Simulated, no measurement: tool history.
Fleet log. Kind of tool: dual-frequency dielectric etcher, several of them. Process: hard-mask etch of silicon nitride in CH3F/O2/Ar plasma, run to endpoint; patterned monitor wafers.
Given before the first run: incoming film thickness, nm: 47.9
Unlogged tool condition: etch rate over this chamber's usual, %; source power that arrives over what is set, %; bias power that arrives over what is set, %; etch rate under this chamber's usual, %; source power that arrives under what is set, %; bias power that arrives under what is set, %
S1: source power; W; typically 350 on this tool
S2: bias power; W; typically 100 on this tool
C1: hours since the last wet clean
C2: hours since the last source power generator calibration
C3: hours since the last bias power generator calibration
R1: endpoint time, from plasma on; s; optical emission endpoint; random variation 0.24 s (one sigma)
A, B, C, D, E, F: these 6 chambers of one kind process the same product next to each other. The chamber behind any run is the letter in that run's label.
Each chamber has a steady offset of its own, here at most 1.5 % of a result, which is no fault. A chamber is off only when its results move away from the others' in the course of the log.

{"run": "1E", "hour": 5.5, "S1": 350, "S2": 100, "C1": 346.2, "C2": 1640.9, "C3": 1267.6, "R1": 64.243}
{"run": "2A", "hour": 8.2, "S1": 350, "S2": 100, "C1": 62.4, "C2": 96.7, "C3": 330.5, "R1": 64.868}
{"run": "3B", "hour": 12.5, "S1": 350, "S2": 100, "C1": 288.7, "C2": 259.5, "C3": 93.3, "R1": 64.889}
{"run": "4D", "hour": 15.9, "S1": 350, "S2": 100, "C1": 359.0, "C2": 1631.5, "C3": 1334.1, "R1": 64.235}
{"run": "5F", "hour": 18.5, "S1": 350, "S2": 100, "C1": 124.9, "C2": 1412.4, "C3": 3073.9, "R1": 65.536}
{"run": "6C", "hour": 23.6, "S1": 350, "S2": 100, "C1": 209.6, "C2": 1110.6, "C3": 2078.7, "R1": 64.981}
{"hour": 27.5, "done": "chamber F: bias power generator calibrated"}
{"run": "7C", "hour": 29.2, "S1": 260, "S2": 77, "C1": 215.2, "C2": 1116.2, "C3": 2084.3, "R1": 80.554}
{"run": "8E", "hour": 32.6, "S1": 260, "S2": 77, "C1": 373.3, "C2": 1668.0, "C3": 1294.7, "R1": 79.493}
{"run": "9F", "hour": 37.1, "S1": 260, "S2": 77, "C1": 143.5, "C2": 1431.0, "C3": 9.7, "R1": 80.726}
{"run": "10B", "hour": 40.3, "S1": 260, "S2": 77, "C1": 316.5, "C2": 287.3, "C3": 121.1, "R1": 79.622}
{"run": "11D", "hour": 43.9, "S1": 260, "S2": 77, "C1": 387.0, "C2": 1659.5, "C3": 1362.1, "R1": 79.682}
{"run": "12A", "hour": 46.7, "S1": 260, "S2": 77, "C1": 100.9, "C2": 135.2, "C3": 369.0, "R1": 79.776}
{"run": "13D", "hour": 50.5, "S1": 350, "S2": 100, "C1": 393.6, "C2": 1666.1, "C3": 1368.7, "R1": 64.793}
{"run": "14C", "hour": 53.2, "S1": 350, "S2": 100, "C1": 239.2, "C2": 1140.2, "C3": 2108.3, "R1": 65.354}
{"run": "15A", "hour": 58.1, "S1": 350, "S2": 100, "C1": 112.3, "C2": 146.6, "C3": 380.4, "R1": 65.116}
{"hour": 62.1, "done": "chamber E: wet clean of the chamber"}
{"run": "16E", "hour": 62.1, "S1": 350, "S2": 100, "C1": 0.1, "C2": 1697.5, "C3": 1324.2, "R1": 63.848}
{"run": "17F", "hour": 65.9, "S1": 350, "S2": 100, "C1": 172.3, "C2": 1459.8, "C3": 38.5, "R1": 65.538}
{"run": "18B", "hour": 70.2, "S1": 350, "S2": 100, "C1": 346.4, "C2": 317.2, "C3": 151.0, "R1": 64.885}
{"run": "19A", "hour": 72.9, "S1": 350, "S2": 100, "C1": 127.1, "C2": 161.4, "C3": 395.2, "R1": 64.742}
{"run": "20C", "hour": 77.0, "S1": 350, "S2": 100, "C1": 263.0, "C2": 1164.0, "C3": 2132.1, "R1": 65.534}
{"run": "21E", "hour": 82.6, "S1": 350, "S2": 100, "C1": 20.6, "C2": 1718.0, "C3": 1344.7, "R1": 63.837}
{"run": "22F", "hour": 88.4, "S1": 350, "S2": 100, "C1": 194.8, "C2": 1482.3, "C3": 61.0, "R1": 65.558}
{"run": "23B", "hour": 93.9, "S1": 350, "S2": 100, "C1": 370.1, "C2": 340.9, "C3": 174.7, "R1": 64.397}
{"run": "24D", "hour": 96.4, "S1": 350, "S2": 119, "C1": 439.5, "C2": 1712.0, "C3": 1414.6, "R1": 60.938}
{"hour": 100.9, "done": "chamber B: wet clean of the chamber"}
{"run": "25A", "hour": 101.9, "S1": 350, "S2": 119, "C1": 156.1, "C2": 190.4, "C3": 424.2, "R1": 61.031}
{"run": "26C", "hour": 105.3, "S1": 350, "S2": 119, "C1": 291.3, "C2": 1192.3, "C3": 2160.4, "R1": 61.015}
{"run": "27F", "hour": 108.5, "S1": 350, "S2": 119, "C1": 214.9, "C2": 1502.4, "C3": 81.1, "R1": 61.109}
{"run": "28B", "hour": 113.8, "S1": 350, "S2": 119, "C1": 13.0, "C2": 360.8, "C3": 194.6, "R1": 60.65}
{"run": "29E", "hour": 117.9, "S1": 350, "S2": 119, "C1": 55.9, "C2": 1753.3, "C3": 1380.0, "R1": 60.763}
{"run": "30D", "hour": 122.9, "S1": 350, "S2": 100, "C1": 466.0, "C2": 1738.5, "C3": 1441.1, "R1": 64.933}
{"run": "31D", "hour": 128.3, "S1": 350, "S2": 100, "C1": 471.4, "C2": 1743.9, "C3": 1446.5, "R1": 64.638}
{"run": "32E", "hour": 132.4, "S1": 410, "S2": 87, "C1": 70.4, "C2": 1767.8, "C3": 1394.5, "R1": 63.916}
{"run": "33B", "hour": 135.1, "S1": 410, "S2": 87, "C1": 34.3, "C2": 382.1, "C3": 215.9, "R1": 64.399}
{"run": "34F", "hour": 139.2, "S1": 410, "S2": 87, "C1": 245.6, "C2": 1533.1, "C3": 111.8, "R1": 64.935}
{"run": "35A", "hour": 143.1, "S1": 410, "S2": 87, "C1": 197.3, "C2": 231.6, "C3": 465.4, "R1": 64.157}
{"run": "36C", "hour": 146.2, "S1": 410, "S2": 87, "C1": 332.2, "C2": 1233.2, "C3": 2201.3, "R1": 64.786}
{"run": "37C", "hour": 151.9, "S1": 410, "S2": 87, "C1": 337.9, "C2": 1238.9, "C3": 2207.0, "R1": 64.643}
{"run": "38E", "hour": 155.1, "S1": 350, "S2": 100, "C1": 93.1, "C2": 1790.5, "C3": 1417.2, "R1": 64.28}
{"run": "39F", "hour": 158.8, "S1": 350, "S2": 100, "C1": 265.2, "C2": 1552.7, "C3": 131.4, "R1": 65.532}
{"run": "40D", "hour": 164.2, "S1": 410, "S2": 123, "C1": 507.3, "C2": 1779.8, "C3": 1482.4, "R1": 56.626}
{"run": "41A", "hour": 167.3, "S1": 410, "S2": 123, "C1": 221.5, "C2": 255.8, "C3": 489.6, "R1": 56.836}

For the next run the whole fleet of 6 chambers uses the same settings. Give each chamber's results:
{"run": "42A", "hour": 171.4, "S1": 420, "S2": 100, "R1": "?"}
{"run": "42B", "hour": 171.4, "S1": 420, "S2": 100, "R1": "?"}
{"run": "42C", "hour": 171.4, "S1": 420, "S2": 100, "R1": "?"}
{"run": "42D", "hour": 171.4, "S1": 420, "S2": 100, "R1": "?"}
{"run": "42E", "hour": 171.4, "S1": 420, "S2": 100, "R1": "?"}
{"run": "42F", "hour": 171.4, "S1": 420, "S2": 100, "R1": "?"}

run=42A R1=60.710
run=42B R1=60.290
run=42C R1=61.013
run=42D R1=60.840
run=42E R1=60.351
run=42F R1=60.836
